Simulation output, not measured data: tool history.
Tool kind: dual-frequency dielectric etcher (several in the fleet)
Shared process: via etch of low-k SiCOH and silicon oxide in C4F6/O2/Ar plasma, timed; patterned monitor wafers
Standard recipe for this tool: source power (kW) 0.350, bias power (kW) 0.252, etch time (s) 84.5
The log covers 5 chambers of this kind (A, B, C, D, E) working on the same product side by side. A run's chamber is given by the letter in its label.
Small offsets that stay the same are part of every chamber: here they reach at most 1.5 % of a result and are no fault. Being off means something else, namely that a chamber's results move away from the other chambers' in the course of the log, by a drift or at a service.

| run | hour | source power (kW) | bias power (kW) | etch time (s) | read-back reference wafer on the same gauge, depth_nm | mean etch depth across the wafer (Å) |
|---|---|---|---|---|---|---|
|  | 3.8 | chamber C: wet clean of the chamber |
| 1C | 11.1 | 0.350 | 0.252 | 84.5 | 225.97 | 2512.9 |
| 2E | 21.2 | 0.350 | 0.252 | 84.5 | 225.96 | 2533.5 |
| 3B | 33.2 | 0.350 | 0.252 | 84.5 | 225.97 | 2503.0 |
| 4A | 46.5 | 0.350 | 0.252 | 84.5 | 225.84 | 2502.7 |
| 5D | 54.4 | 0.350 | 0.252 | 84.5 | 225.89 | 2527.5 |
| 6B | 64.7 | 0.350 | 0.252 | 84.5 | 225.85 | 2502.7 |
| 7C | 78.7 | 0.350 | 0.252 | 84.5 | 225.82 | 2508.4 |
| 8A | 89.9 | 0.350 | 0.252 | 84.5 | 225.82 | 2504.2 |
| 9D | 100.0 | 0.350 | 0.252 | 68.0 | 225.72 | 2033.8 |
| 10E | 113.7 | 0.350 | 0.252 | 68.0 | 225.72 | 2037.9 |
| 11C | 125.0 | 0.350 | 0.252 | 68.0 | 225.66 | 2020.7 |
| 12B | 136.0 | 0.350 | 0.252 | 68.0 | 225.67 | 2014.0 |
| 13A | 145.8 | 0.350 | 0.252 | 68.0 | 225.69 | 2012.3 |
| 14D | 157.8 | 0.350 | 0.252 | 84.5 | 225.65 | 2523.1 |
| 15E | 164.1 | 0.350 | 0.252 | 84.5 | 225.63 | 2532.8 |
| 16D | 173.0 | 0.350 | 0.252 | 84.5 | 225.56 | 2522.5 |
| 17A | 180.1 | 0.350 | 0.252 | 84.5 | 225.62 | 2497.2 |
| 18B | 188.6 | 0.350 | 0.252 | 84.5 | 225.61 | 2498.3 |
| 19E | 195.0 | 0.350 | 0.252 | 84.5 | 225.55 | 2531.0 |
| 20C | 204.0 | 0.350 | 0.252 | 84.5 | 225.56 | 2505.4 |
| 21E | 214.3 | 0.350 | 0.196 | 103.5 | 225.51 | 2849.3 |
|  | 220.9 | chamber E: wet clean of the chamber |
| 22C | 223.2 | 0.350 | 0.196 | 103.5 | 225.51 | 2823.6 |
| 23A | 231.6 | 0.350 | 0.196 | 103.5 | 225.46 | 2819.9 |
| 24D | 241.4 | 0.350 | 0.196 | 103.5 | 225.38 | 2841.0 |
| 25B | 250.4 | 0.350 | 0.196 | 103.5 | 225.43 | 2810.9 |
|  | 250.7 | chamber A: wet clean of the chamber |
| 26B | 256.9 | 0.350 | 0.252 | 100.0 | 225.42 | 2956.1 |
| 27A | 267.0 | 0.350 | 0.252 | 100.0 | 225.37 | 2959.6 |
| 28D | 277.8 | 0.350 | 0.252 | 100.0 | 225.36 | 2978.2 |
| 29E | 286.0 | 0.350 | 0.252 | 100.0 | 225.35 | 2996.1 |
| 30C | 300.5 | 0.350 | 0.252 | 100.0 | 225.33 | 2961.5 |
| 31E | 307.4 | 0.350 | 0.252 | 84.5 | 225.34 | 2530.5 |
| 32A | 315.2 | 0.350 | 0.252 | 84.5 | 225.28 | 2497.0 |
| 33D | 324.3 | 0.350 | 0.252 | 84.5 | 225.25 | 2518.6 |
|  | 330.0 | chamber B: wet clean of the chamber |
| 34C | 338.0 | 0.350 | 0.252 | 84.5 | 225.24 | 2503.0 |
|  | 342.2 | chamber D: wet clean of the chamber |
| 35B | 347.6 | 0.350 | 0.252 | 84.5 | 225.25 | 2492.1 |
| 36D | 361.2 | 0.350 | 0.252 | 84.5 | 225.16 | 2519.5 |
| 37C | 371.3 | 0.350 | 0.252 | 84.5 | 225.12 | 2498.7 |
| 38A | 380.5 | 0.350 | 0.252 | 84.5 | 225.07 | 2492.3 |
| 39B | 390.5 | 0.350 | 0.252 | 84.5 | 225.15 | 2491.8 |
| 40E | 398.0 | 0.350 | 0.252 | 84.5 | 225.04 | 2524.0 |

Each of the 5 chambers runs these same settings next. Fill in every chamber's results:
| 41A | 408.4 | 0.350 | 0.252 | 84.5 |  | ? |
| 41B | 408.4 | 0.350 | 0.252 | 84.5 |  | ? |
| 41C | 408.4 | 0.350 | 0.252 | 84.5 |  | ? |
| 41D | 408.4 | 0.350 | 0.252 | 84.5 |  | ? |
| 41E | 408.4 | 0.350 | 0.252 | 84.5 |  | ? |

| run | mean etch depth across the wafer (Å) |
|---|---|
| 41A | 2491.9 |
| 41B | 2494.7 |
| 41C | 2498.1 |
| 41D | 2508.9 |
| 41E | 2525.3 |

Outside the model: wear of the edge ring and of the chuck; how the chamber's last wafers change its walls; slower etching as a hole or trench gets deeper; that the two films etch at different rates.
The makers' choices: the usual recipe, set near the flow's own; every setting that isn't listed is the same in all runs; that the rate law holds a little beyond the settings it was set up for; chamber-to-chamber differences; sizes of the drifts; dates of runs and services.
